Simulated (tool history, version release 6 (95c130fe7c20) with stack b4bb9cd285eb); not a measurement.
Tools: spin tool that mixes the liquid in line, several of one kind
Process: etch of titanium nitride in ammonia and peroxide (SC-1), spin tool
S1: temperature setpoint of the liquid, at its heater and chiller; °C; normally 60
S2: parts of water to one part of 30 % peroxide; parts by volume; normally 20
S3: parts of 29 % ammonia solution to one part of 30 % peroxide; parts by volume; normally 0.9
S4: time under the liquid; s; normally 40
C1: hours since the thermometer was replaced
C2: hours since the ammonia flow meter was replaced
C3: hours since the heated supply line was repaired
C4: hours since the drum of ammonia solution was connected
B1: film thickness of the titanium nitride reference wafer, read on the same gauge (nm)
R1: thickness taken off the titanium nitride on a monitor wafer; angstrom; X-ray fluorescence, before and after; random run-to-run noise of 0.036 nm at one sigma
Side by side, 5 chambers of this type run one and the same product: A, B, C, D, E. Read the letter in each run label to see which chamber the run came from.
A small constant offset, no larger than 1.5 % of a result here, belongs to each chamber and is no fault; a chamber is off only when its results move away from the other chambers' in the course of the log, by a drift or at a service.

run	hour	S1	S2	S3	S4	C1	C2	C3	C4	B1	R1
1C	5.8	60	20	0.9	40	701.8	241.2	2774.9	869.7	100.01	44.716
2E	15.3	60	20	0.9	40	1828.1	903.4	799.5	141.5	100.01	43.452
# hour 19.2: chamber E: thermometer replaced
3A	21.8	60	20	0.9	40	184.3	925.9	1333.1	87	100	43.405
4B	31.4	60	20	0.9	40	1222.2	1777.6	1257.8	709.1	100.01	44.131
5D	37.5	60	20	0.9	40	622.4	801	597.8	92.8	100	44.154
6C	46.5	60	20	0.9	40	742.5	281.9	2815.6	910.4	100.02	44.137
7A	57.4	60	20	0.9	40	219.9	961.5	1368.7	122.6	100	44.277
8E	67.2	60	20	0.9	40	48	955.3	851.4	193.4	100	43.867
9B	72.6	60	20	0.9	40	1263.4	1818.8	1299	750.3	100	43.801
10D	79.8	60	20	0.9	40	664.7	843.3	640.1	135.1	100	44.68
# hour 82.9: chamber C: new drum of ammonia solution connected
11B	85	60	20	0.9	30	1275.8	1831.2	1311.4	762.7	99.99	33.32
12E	91.1	60	20	0.9	30	71.9	979.2	875.3	217.3	99.999	32.63
13D	100.9	60	20	0.9	30	685.8	864.4	661.2	156.2	100.01	32.607
14C	112.4	60	20	0.9	30	808.4	347.8	2881.5	29.5	99.992	33.664
15A	118.5	60	20	0.9	30	281	1022.6	1429.8	183.7	99.995	32.273
16C	124	60	20	0.9	40	820	359.4	2893.1	41.1	100.01	44.536
17B	129.9	60	20	0.9	40	1320.7	1876.1	1356.3	807.6	100.01	43.736
# hour 131.6: chamber A: ammonia flow meter replaced
18A	136.3	60	20	0.9	40	298.8	4.7	1447.6	201.5	100.02	43.603
19D	146.3	60	20	0.9	40	731.2	909.8	706.6	201.6	100.01	43.544
20E	157	60	20	0.9	40	137.8	1045.1	941.2	283.2	99.997	43.935
21E	165.6	60	20	0.9	40	146.4	1053.7	949.8	291.8	100.01	43.697
22C	175.3	60	20	0.9	40	871.3	410.7	2944.4	92.4	99.996	44.689
23D	184.1	60	20	0.9	20	769	947.6	744.4	239.4	99.996	21.525
24A	194.3	60	20	0.9	20	356.8	62.7	1505.6	259.5	99.996	21.427
25B	204.4	60	20	0.9	20	1395.2	1950.6	1430.8	882.1	100	20.983
# hour 208.9: chamber B: ammonia flow meter replaced
26E	212.3	60	20	0.9	20	193.1	1100.4	996.5	338.5	99.978	21.794
# hour 216.3: chamber C: thermometer replaced
27D	217.6	60	20	0.9	20	802.5	981.1	777.9	272.9	100.01	22.063
28C	226.1	60	20	0.9	40	9.9	461.5	2995.2	143.2	100.01	44.319
29A	231.1	60	20	0.9	40	393.6	99.5	1542.4	296.3	99.976	43.006
30B	239.8	60	20	0.9	40	1430.6	30.9	1466.2	917.5	99.991	41.619
31B	249.8	60	20	0.9	40	1440.6	40.9	1476.2	927.5	99.983	41.381
32E	257.9	60	20	0.9	40	238.7	1146	1042.1	384.1	99.99	43.68
33A	268.6	60	20	0.9	40	431.1	137	1579.9	333.8	100.02	43.162
34D	274.4	60	20	0.9	40	859.3	1037.9	834.7	329.7	100.01	43.039
# hour 284.1: chamber C: ammonia flow meter replaced
35C	284.6	60	20	0.9	40	68.4	0.6	3053.7	201.7	100	44.201
36C	295.2	60	20	0.9	40	79	11.2	3064.3	212.3	99.985	44.53
37A	303.8	60	20	0.9	40	466.3	172.2	1615.1	369	99.971	43.257

Decide between three cases: one chamber stands off from its peers, the gauge reading all wafers drifts, or nothing is wrong past each chamber's small offset. Where a chamber is off, say which and what most likely put it there.

It is chamber B that slowly wanders off from its peers.
Cause: liquid colder than its thermometer reads (K) = 1.31.
Not necessarily distinguishable in this log from: temperature lost on the way to the wafer (K).

Here are 4 candidates for chamber B's next run, each the usual settings with a change, their results left as question marks. Which one brings its results back in line with what the others give on the usual settings?
Maximum distance from the other chambers' mean on the usual settings for a result to count as in line: R1 1.3 angstrom
38B-1	312.2	60	23	0.85	40						?
38B-2	312.2	60.5	20	0.9	40						?
38B-3	312.2	61	19.5	0.9	40						?
38B-4	312.2	59.5	20	0.9	40						?

Other chambers, usual settings, mean: R1 43.84 angstrom
run	R1
38B-1	36.832
38B-2	41.587
38B-3	43.558
38B-4	38.953
With 38B-3, the chamber falls back in line with the rest.

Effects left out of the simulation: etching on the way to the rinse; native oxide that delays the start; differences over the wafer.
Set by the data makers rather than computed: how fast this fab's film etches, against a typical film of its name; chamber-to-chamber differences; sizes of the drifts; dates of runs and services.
